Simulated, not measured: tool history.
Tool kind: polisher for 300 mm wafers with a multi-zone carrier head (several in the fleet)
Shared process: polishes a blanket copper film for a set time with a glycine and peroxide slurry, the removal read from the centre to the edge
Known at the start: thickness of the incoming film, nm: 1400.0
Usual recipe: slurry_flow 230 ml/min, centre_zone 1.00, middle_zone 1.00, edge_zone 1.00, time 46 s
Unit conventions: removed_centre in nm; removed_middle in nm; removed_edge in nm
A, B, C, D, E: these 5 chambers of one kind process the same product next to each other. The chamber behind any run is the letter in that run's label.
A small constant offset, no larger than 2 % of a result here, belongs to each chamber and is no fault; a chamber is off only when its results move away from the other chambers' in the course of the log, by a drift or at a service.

run   hour  slurry_flow  centre_zone  middle_zone  edge_zone  time  removed_centre  removed_middle  removed_edge
       0.6  -- chamber E: worn pad replaced by a new one
 1D    7.0          230         1.00         1.00       1.00    46          231.55          229.50        234.26
 2C   12.3          230         1.00         1.00       1.00    46          233.87          234.02        232.03
 3E   15.9          230         1.00         1.00       1.00    46          227.92          230.57        235.66
      16.2  -- chamber A: slurry nozzle cleaned
 4B   23.0          230         1.00         1.00       1.00    46          232.55          231.91        234.25
      23.2  -- chamber B: worn pad replaced by a new one
      27.4  -- chamber C: worn pad replaced by a new one
 5A   27.5          230         1.00         1.00       1.00    46          235.44          228.33        231.03
      28.9  -- chamber A: worn pad replaced by a new one
 6E   32.6          230         1.00         1.00       1.00    46          230.22          231.42        232.29
      35.0  -- chamber D: worn pad replaced by a new one
      35.2  -- chamber C: slurry nozzle cleaned
 7D   37.9          230         1.00         1.00       1.00    46          231.59          233.27        229.89
      38.6  -- chamber E: edge zone pressure recalibrated
 8C   41.8          230         1.00         1.00       1.00    46          233.15          239.18        231.28
 9B   48.8          230         1.00         1.00       1.00    46          230.55          233.62        233.16
10A   52.8          230         1.00         1.00       1.00    46          234.88          234.47        235.22
      53.0  -- chamber E: worn pad replaced by a new one
11A   58.7          205         1.00         1.00       1.08    46          232.54          226.41        238.59
      59.3  -- chamber A: centre zone pressure recalibrated
12C   62.9          205         1.00         1.00       1.08    46          226.96          227.24        237.88
13D   67.3          205         1.00         1.00       1.08    46          228.85          228.16        246.05
      72.2  -- chamber A: worn pad replaced by a new one
14E   74.5          205         1.00         1.00       1.08    46          224.19          227.14        243.13
      74.9  -- chamber C: worn pad replaced by a new one
      78.6  -- chamber B: worn pad replaced by a new one
15B   81.4          205         1.00         1.00       1.08    46          226.19          227.18        235.95
16B   86.2          230         1.00         1.00       1.00    46          231.66          230.68        231.83
      86.5  -- chamber D: slurry nozzle cleaned
      89.3  -- chamber D: worn pad replaced by a new one
17E   92.1          230         1.00         1.00       1.00    46          229.41          226.93        235.69
      94.2  -- chamber E: worn pad replaced by a new one
18D   99.1          230         1.00         1.07       0.89    46          229.67          249.64        219.81
19C  106.6          230         1.00         1.07       0.89    46          231.34          246.76        214.15
20A  112.9          230         1.00         1.07       0.89    46          235.89          244.37        218.36
     116.8  -- chamber A: worn pad replaced by a new one
     120.1  -- chamber C: centre zone pressure recalibrated
21D  120.2          230         1.00         1.07       0.89    46          230.20          243.35        220.41
     124.1  -- chamber C: worn pad replaced by a new one
22B  126.6          230         1.00         1.07       0.89    46          228.95          244.50        217.01
23E  133.3          230         1.00         1.00       1.00    46          229.72          230.22        234.64
     136.8  -- chamber E: worn pad replaced by a new one
     136.9  -- chamber D: worn pad replaced by a new one
24A  138.6          230         1.00         1.00       1.00    46          235.57          228.06        237.24
     139.2  -- chamber B: worn pad replaced by a new one
25C  145.4          230         1.00         1.00       1.00    46          261.57          236.07        228.86
26A  152.5          300         1.00         1.00       1.00    46          242.23          239.28        235.13
27C  159.2          300         1.00         1.00       1.00    46          265.22          240.27        235.38
     160.9  -- chamber A: worn pad replaced by a new one
28D  164.3          300         1.00         1.00       1.00    46          237.96          241.19        240.44
     164.7  -- chamber C: worn pad replaced by a new one
29B  168.1          300         1.00         1.00       1.00    46          238.11          238.32        239.76
     170.7  -- chamber A: edge zone pressure recalibrated
30E  171.6          300         1.00         1.00       1.00    46          233.42          238.10        239.50
31C  177.9          230         1.00         1.00       1.00    46          257.38          233.81        230.32
     178.3  -- chamber E: worn pad replaced by a new one
     183.0  -- chamber D: worn pad replaced by a new one
32D  185.9          230         1.00         1.00       1.00    46          230.53          234.49        234.68
     189.6  -- chamber B: worn pad replaced by a new one
33A  193.5          230         1.00         1.00       1.00    46          229.38          229.36        233.19
34E  200.3          230         1.00         1.00       1.00    38          190.41          194.05        193.51
35B  204.2          230         1.00         1.00       1.00    38          190.11          192.54        192.29
36E  208.0          230         1.00         1.00       1.00    38          187.95          191.67        193.81
     211.1  -- chamber C: worn pad replaced by a new one
     211.5  -- chamber A: worn pad replaced by a new one
37B  211.9          230         1.00         1.00       1.00    38          191.06          191.01        192.22
38D  215.7          230         1.00         1.00       1.00    38          191.38          195.15        194.67
     219.9  -- chamber E: worn pad replaced by a new one
39C  220.7          185         1.00         1.00       1.00    32          173.18          158.00        157.05
40A  225.0          185         1.00         1.00       1.00    32          158.60          156.94        158.58
41C  229.6          185         1.00         1.00       1.00    32          175.67          159.89        153.57
42E  236.6          185         1.00         1.00       1.00    32          154.43          158.52        158.82

All 5 chambers run these settings next. Forecast each chamber's results:
43A  242.3          230         0.95         1.00       1.00    46               ?               ?             ?
43B  242.3          230         0.95         1.00       1.00    46               ?               ?             ?
43C  242.3          230         0.95         1.00       1.00    46               ?               ?             ?
43D  242.3          230         0.95         1.00       1.00    46               ?               ?             ?
43E  242.3          230         0.95         1.00       1.00    46               ?               ?             ?

run  removed_centre  removed_middle  removed_edge
43A          218.75          226.63        231.94
43B          220.72          228.69        234.86
43C          246.96          237.28        226.23
43D          220.29          233.34        239.15
43E          221.18          227.85        234.34
